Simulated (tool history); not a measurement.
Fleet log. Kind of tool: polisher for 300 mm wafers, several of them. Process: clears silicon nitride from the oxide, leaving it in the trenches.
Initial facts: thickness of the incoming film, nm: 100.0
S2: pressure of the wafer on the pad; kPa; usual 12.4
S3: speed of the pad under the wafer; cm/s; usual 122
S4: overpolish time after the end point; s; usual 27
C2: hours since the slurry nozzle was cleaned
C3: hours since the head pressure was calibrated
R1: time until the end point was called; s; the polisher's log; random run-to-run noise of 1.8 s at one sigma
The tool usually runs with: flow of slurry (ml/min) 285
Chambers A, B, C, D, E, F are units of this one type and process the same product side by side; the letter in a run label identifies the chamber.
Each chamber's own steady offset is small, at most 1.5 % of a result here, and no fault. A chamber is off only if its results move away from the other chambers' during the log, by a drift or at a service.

run 1C hour=6.3 | flow_of_slurry_(ml/min)=285 S2=12.4 S3=122 S4=27 | wafers_polished_on_this_pad=181 C2=208.8 C3=527.0 | R1=138.39
-- hour=10.5 chamber F: worn pad replaced by a new one
run 2B hour=10.7 | flow_of_slurry_(ml/min)=285 S2=12.4 S3=122 S4=27 | wafers_polished_on_this_pad=109 C2=195.4 C3=481.6 | R1=138.61
run 3F hour=17.5 | flow_of_slurry_(ml/min)=285 S2=12.4 S3=122 S4=27 | wafers_polished_on_this_pad=63 C2=648.2 C3=641.7 | R1=135.80
run 4E hour=22.6 | flow_of_slurry_(ml/min)=285 S2=12.4 S3=122 S4=27 | wafers_polished_on_this_pad=443 C2=157.2 C3=232.7 | R1=137.13
run 5D hour=28.9 | flow_of_slurry_(ml/min)=285 S2=12.4 S3=122 S4=27 | wafers_polished_on_this_pad=569 C2=700.2 C3=527.2 | R1=139.69
-- hour=35.7 chamber D: worn pad replaced by a new one
run 6A hour=37.1 | flow_of_slurry_(ml/min)=355 S2=12.4 S3=122 S4=27 | wafers_polished_on_this_pad=350 C2=331.4 C3=312.6 | R1=136.92
run 7D hour=41.6 | flow_of_slurry_(ml/min)=355 S2=12.4 S3=122 S4=27 | wafers_polished_on_this_pad=54 C2=712.9 C3=539.9 | R1=136.73
run 8F hour=47.2 | flow_of_slurry_(ml/min)=355 S2=12.4 S3=122 S4=27 | wafers_polished_on_this_pad=333 C2=677.9 C3=671.4 | R1=133.58
run 9A hour=55.5 | flow_of_slurry_(ml/min)=355 S2=12.4 S3=122 S4=27 | wafers_polished_on_this_pad=517 C2=349.8 C3=331.0 | R1=137.80
-- hour=61.1 chamber B: slurry nozzle cleaned
run 10C hour=62.9 | flow_of_slurry_(ml/min)=355 S2=12.4 S3=122 S4=27 | wafers_polished_on_this_pad=695 C2=265.4 C3=583.6 | R1=133.55
run 11B hour=70.3 | flow_of_slurry_(ml/min)=355 S2=12.4 S3=122 S4=27 | wafers_polished_on_this_pad=650 C2=9.3 C3=541.2 | R1=136.97
run 12E hour=74.6 | flow_of_slurry_(ml/min)=285 S2=12.4 S3=122 S4=27 | wafers_polished_on_this_pad=915 C2=209.2 C3=284.7 | R1=132.05
-- hour=74.8 chamber D: slurry nozzle cleaned
-- hour=75.2 chamber C: worn pad replaced by a new one
run 13D hour=81.5 | flow_of_slurry_(ml/min)=285 S2=12.4 S3=122 S4=27 | wafers_polished_on_this_pad=416 C2=6.7 C3=579.8 | R1=137.69
run 14C hour=87.0 | flow_of_slurry_(ml/min)=285 S2=12.4 S3=122 S4=27 | wafers_polished_on_this_pad=107 C2=289.5 C3=607.7 | R1=136.82
run 15F hour=93.3 | flow_of_slurry_(ml/min)=285 S2=12.4 S3=122 S4=27 | wafers_polished_on_this_pad=751 C2=724.0 C3=717.5 | R1=138.15
run 16A hour=98.4 | flow_of_slurry_(ml/min)=285 S2=12.4 S3=122 S4=27 | wafers_polished_on_this_pad=906 C2=392.7 C3=373.9 | R1=138.02
-- hour=105.6 chamber A: worn pad replaced by a new one
-- hour=106.2 chamber F: worn pad replaced by a new one
-- hour=106.3 chamber D: worn pad replaced by a new one
-- hour=106.6 chamber A: head pressure recalibrated
run 17E hour=106.8 | flow_of_slurry_(ml/min)=285 S2=12.4 S3=122 S4=27 | wafers_polished_on_this_pad=1207 C2=241.4 C3=316.9 | R1=138.26
run 18B hour=113.0 | flow_of_slurry_(ml/min)=285 S2=12.4 S3=122 S4=27 | wafers_polished_on_this_pad=1038 C2=52.0 C3=583.9 | R1=139.42
run 19E hour=118.8 | flow_of_slurry_(ml/min)=285 S2=12.4 S3=122 S4=27 | wafers_polished_on_this_pad=1316 C2=253.4 C3=328.9 | R1=140.14
run 20C hour=123.6 | flow_of_slurry_(ml/min)=205 S2=15.2 S3=122 S4=27 | wafers_polished_on_this_pad=439 C2=326.1 C3=644.3 | R1=116.52
run 21B hour=127.9 | flow_of_slurry_(ml/min)=205 S2=15.2 S3=122 S4=27 | wafers_polished_on_this_pad=1173 C2=66.9 C3=598.8 | R1=121.28
run 22F hour=131.5 | flow_of_slurry_(ml/min)=205 S2=15.2 S3=122 S4=27 | wafers_polished_on_this_pad=230 C2=762.2 C3=755.7 | R1=116.56
run 23A hour=138.3 | flow_of_slurry_(ml/min)=205 S2=15.2 S3=122 S4=27 | wafers_polished_on_this_pad=297 C2=432.6 C3=31.8 | R1=117.60
run 24D hour=146.3 | flow_of_slurry_(ml/min)=205 S2=15.2 S3=122 S4=27 | wafers_polished_on_this_pad=363 C2=71.5 C3=644.6 | R1=118.53
-- hour=146.4 chamber B: worn pad replaced by a new one
run 25F hour=150.0 | flow_of_slurry_(ml/min)=205 S2=15.2 S3=122 S4=27 | wafers_polished_on_this_pad=398 C2=780.7 C3=774.2 | R1=116.90
run 26C hour=157.7 | flow_of_slurry_(ml/min)=285 S2=12.4 S3=122 S4=27 | wafers_polished_on_this_pad=749 C2=360.2 C3=678.4 | R1=136.03
-- hour=158.4 chamber C: worn pad replaced by a new one
run 27A hour=161.5 | flow_of_slurry_(ml/min)=285 S2=12.4 S3=122 S4=27 | wafers_polished_on_this_pad=507 C2=455.8 C3=55.0 | R1=136.75
run 28B hour=166.1 | flow_of_slurry_(ml/min)=285 S2=9.7 S3=122 S4=27 | wafers_polished_on_this_pad=179 C2=105.1 C3=637.0 | R1=179.22
run 29D hour=170.7 | flow_of_slurry_(ml/min)=285 S2=9.7 S3=122 S4=27 | wafers_polished_on_this_pad=584 C2=95.9 C3=669.0 | R1=176.79
-- hour=176.2 chamber D: worn pad replaced by a new one
run 30E hour=178.3 | flow_of_slurry_(ml/min)=285 S2=9.7 S3=122 S4=27 | wafers_polished_on_this_pad=1857 C2=312.9 C3=388.4 | R1=187.87
run 31C hour=183.9 | flow_of_slurry_(ml/min)=285 S2=9.7 S3=122 S4=27 | wafers_polished_on_this_pad=231 C2=386.4 C3=704.6 | R1=175.13
run 32A hour=189.5 | flow_of_slurry_(ml/min)=285 S2=9.7 S3=122 S4=27 | wafers_polished_on_this_pad=762 C2=483.8 C3=83.0 | R1=174.15
run 33D hour=193.3 | flow_of_slurry_(ml/min)=285 S2=9.7 S3=122 S4=27 | wafers_polished_on_this_pad=155 C2=118.5 C3=691.6 | R1=178.21
-- hour=194.4 chamber F: worn pad replaced by a new one
run 34F hour=201.6 | flow_of_slurry_(ml/min)=285 S2=12.4 S3=122 S4=27 | wafers_polished_on_this_pad=65 C2=832.3 C3=825.8 | R1=135.87
run 35E hour=206.0 | flow_of_slurry_(ml/min)=285 S2=12.4 S3=122 S4=27 | wafers_polished_on_this_pad=2108 C2=340.6 C3=416.1 | R1=145.65
run 36B hour=212.3 | flow_of_slurry_(ml/min)=285 S2=12.4 S3=122 S4=27 | wafers_polished_on_this_pad=598 C2=151.3 C3=683.2 | R1=138.31
run 37B hour=216.2 | flow_of_slurry_(ml/min)=365 S2=12.4 S3=122 S4=27 | wafers_polished_on_this_pad=634 C2=155.2 C3=687.1 | R1=135.70
run 38C hour=220.7 | flow_of_slurry_(ml/min)=365 S2=12.4 S3=122 S4=27 | wafers_polished_on_this_pad=565 C2=423.2 C3=741.4 | R1=134.88
run 39A hour=228.9 | flow_of_slurry_(ml/min)=365 S2=12.4 S3=122 S4=27 | wafers_polished_on_this_pad=1119 C2=523.2 C3=122.4 | R1=137.88
run 40F hour=234.0 | flow_of_slurry_(ml/min)=365 S2=12.4 S3=122 S4=27 | wafers_polished_on_this_pad=359 C2=864.7 C3=858.2 | R1=129.48

Which is it: a chamber that has drifted or been left off by a service, a gauge drift common to all chambers, or only each chamber's usual small offset? If a chamber is off, name it and its likeliest cause.

Little by little, chamber E moves away from the other chambers.
Cause: removal rate lost through wear of the pad, % = 9.34.
The log may not separate it from: head's pressure below its setpoint, %.

Which of the 4 candidates below, each the usual settings with something changed and its results left as question marks, puts chamber E back in line with what the other chambers give on the usual settings?
Allowed miss from the other chambers' usual-settings mean, per result, to count as in line: R1 6.40 s
run 41E-1 hour=240.0 | flow_of_slurry_(ml/min)=285 S2=13.1 S3=128 S4=27 | R1=?
run 41E-2 hour=240.0 | flow_of_slurry_(ml/min)=285 S2=10.3 S3=122 S4=27 | R1=?
run 41E-3 hour=240.0 | flow_of_slurry_(ml/min)=285 S2=14.5 S3=122 S4=27 | R1=?
run 41E-4 hour=240.0 | flow_of_slurry_(ml/min)=285 S2=11.7 S3=118 S4=27 | R1=?

The mean the other chambers reach with the usual settings: R1 138.47 s
run=41E-1 R1=136.71
run=41E-2 R1=181.28
run=41E-3 R1=129.79
run=41E-4 R1=165.49
41E-1 is the one that brings the chamber's results back in line with the other chambers.

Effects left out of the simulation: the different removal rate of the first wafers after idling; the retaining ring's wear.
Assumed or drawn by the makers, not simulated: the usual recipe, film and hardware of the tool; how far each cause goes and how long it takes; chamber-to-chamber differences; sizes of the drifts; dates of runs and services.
